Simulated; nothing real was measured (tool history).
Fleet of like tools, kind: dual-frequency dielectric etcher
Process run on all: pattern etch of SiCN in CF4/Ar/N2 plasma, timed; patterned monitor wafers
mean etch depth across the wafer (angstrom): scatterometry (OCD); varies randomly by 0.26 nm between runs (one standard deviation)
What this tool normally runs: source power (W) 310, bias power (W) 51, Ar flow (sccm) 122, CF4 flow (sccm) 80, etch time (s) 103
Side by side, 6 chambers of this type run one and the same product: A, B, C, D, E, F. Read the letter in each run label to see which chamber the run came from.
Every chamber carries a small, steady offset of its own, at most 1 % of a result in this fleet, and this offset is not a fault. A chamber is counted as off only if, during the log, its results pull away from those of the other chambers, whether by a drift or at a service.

| run | hour | source power (W) | bias power (W) | Ar flow (sccm) | CF4 flow (sccm) | etch time (s) | read-back reference wafer on the same gauge, depth_nm | mean etch depth across the wafer (angstrom) |
|---|---|---|---|---|---|---|---|---|
| 1E | 2.5 | 310 | 51 | 122 | 80 | 103 | 63.435 | 557.82 |
| 2C | 6.3 | 310 | 51 | 122 | 80 | 103 | 63.37 | 561.82 |
| 3A | 8.7 | 310 | 51 | 122 | 80 | 103 | 63.374 | 558.23 |
| 4B | 11.3 | 310 | 51 | 122 | 80 | 103 | 63.425 | 558.14 |
|  | 13.2 | chamber B: wet clean of the chamber |
| 5D | 15.7 | 310 | 51 | 122 | 80 | 103 | 63.337 | 560.14 |
| 6F | 18.8 | 310 | 51 | 149 | 92 | 103 | 63.467 | 561.7 |
| 7B | 21.5 | 310 | 51 | 149 | 92 | 103 | 63.385 | 550.83 |
| 8A | 24.3 | 310 | 51 | 149 | 92 | 103 | 63.452 | 547.32 |
|  | 25.8 | chamber A: Ar flow controller replaced |
| 9D | 26.4 | 310 | 51 | 149 | 92 | 103 | 63.378 | 554.14 |
| 10F | 29.5 | 310 | 51 | 149 | 92 | 103 | 63.437 | 558.76 |
|  | 33.6 | chamber D: wet clean of the chamber |
| 11C | 34 | 310 | 51 | 149 | 92 | 103 | 63.448 | 561.47 |
| 12E | 38.3 | 310 | 51 | 122 | 80 | 103 | 63.371 | 561.79 |
| 13D | 40.7 | 310 | 51 | 122 | 80 | 103 | 63.376 | 557.32 |
| 14C | 44.4 | 310 | 51 | 122 | 80 | 122 | 63.384 | 666.36 |
| 15A | 47.4 | 310 | 51 | 122 | 80 | 122 | 63.401 | 662.87 |
| 16E | 51.6 | 310 | 51 | 122 | 80 | 122 | 63.346 | 657.75 |
| 17F | 55.9 | 310 | 51 | 122 | 80 | 122 | 63.411 | 658.13 |
| 18B | 58.4 | 310 | 51 | 122 | 80 | 122 | 63.422 | 658.04 |
| 19A | 60.7 | 310 | 51 | 122 | 80 | 122 | 63.48 | 658.41 |
| 20E | 64.8 | 310 | 51 | 122 | 80 | 103 | 63.394 | 559.65 |
| 21F | 68.1 | 310 | 51 | 122 | 80 | 103 | 63.381 | 555.75 |
| 22B | 72.1 | 310 | 51 | 109 | 80 | 103 | 63.393 | 568.08 |
| 23D | 75.9 | 310 | 51 | 109 | 80 | 103 | 63.463 | 568.02 |
| 24C | 78.5 | 310 | 51 | 109 | 80 | 103 | 63.367 | 572.53 |
| 25D | 82.5 | 310 | 51 | 109 | 80 | 103 | 63.423 | 566.8 |
| 26F | 85.2 | 310 | 51 | 109 | 80 | 103 | 63.322 | 563.87 |
| 27A | 87.5 | 310 | 51 | 109 | 80 | 103 | 63.388 | 570.84 |
|  | 89.2 | chamber A: CF4 flow controller replaced |
| 28B | 91.1 | 310 | 51 | 122 | 80 | 103 | 63.347 | 555.88 |
| 29C | 94.7 | 310 | 51 | 122 | 80 | 103 | 63.334 | 564.36 |
| 30E | 96.8 | 310 | 51 | 122 | 80 | 103 | 63.332 | 563.37 |
|  | 98.8 | chamber D: source power generator calibrated |
| 31A | 100.8 | 310 | 51 | 122 | 80 | 103 | 63.414 | 563.18 |
| 32F | 103.2 | 240 | 51 | 122 | 80 | 103 | 63.419 | 438.32 |
| 33C | 105.4 | 240 | 51 | 122 | 80 | 103 | 63.336 | 451.08 |
| 34E | 108.3 | 240 | 51 | 122 | 80 | 103 | 63.357 | 448.73 |
| 35B | 110.6 | 240 | 51 | 122 | 80 | 103 | 63.329 | 445.52 |
| 36D | 115.2 | 240 | 51 | 122 | 80 | 103 | 63.43 | 448.39 |
| 37B | 119.5 | 240 | 51 | 122 | 80 | 103 | 63.323 | 449.03 |
| 38D | 122.1 | 360 | 43 | 122 | 80 | 103 | 63.441 | 603.83 |
| 39C | 126.3 | 360 | 43 | 122 | 80 | 103 | 63.408 | 609.52 |
| 40E | 130.6 | 360 | 43 | 122 | 80 | 103 | 63.375 | 598.24 |

Next, all 6 chambers run the settings below, one line each with question marks for the results. What does each chamber give?
| 41A | 134.1 | 230 | 51 | 122 | 80 | 103 |  | ? |
| 41B | 134.1 | 230 | 51 | 122 | 80 | 103 |  | ? |
| 41C | 134.1 | 230 | 51 | 122 | 80 | 103 |  | ? |
| 41D | 134.1 | 230 | 51 | 122 | 80 | 103 |  | ? |
| 41E | 134.1 | 230 | 51 | 122 | 80 | 103 |  | ? |
| 41F | 134.1 | 230 | 51 | 122 | 80 | 103 |  | ? |

| run | mean etch depth across the wafer (angstrom) |
|---|---|
| 41A | 428.02 |
| 41B | 427.55 |
| 41C | 436.49 |
| 41D | 434.11 |
| 41E | 434.07 |
| 41F | 420.09 |
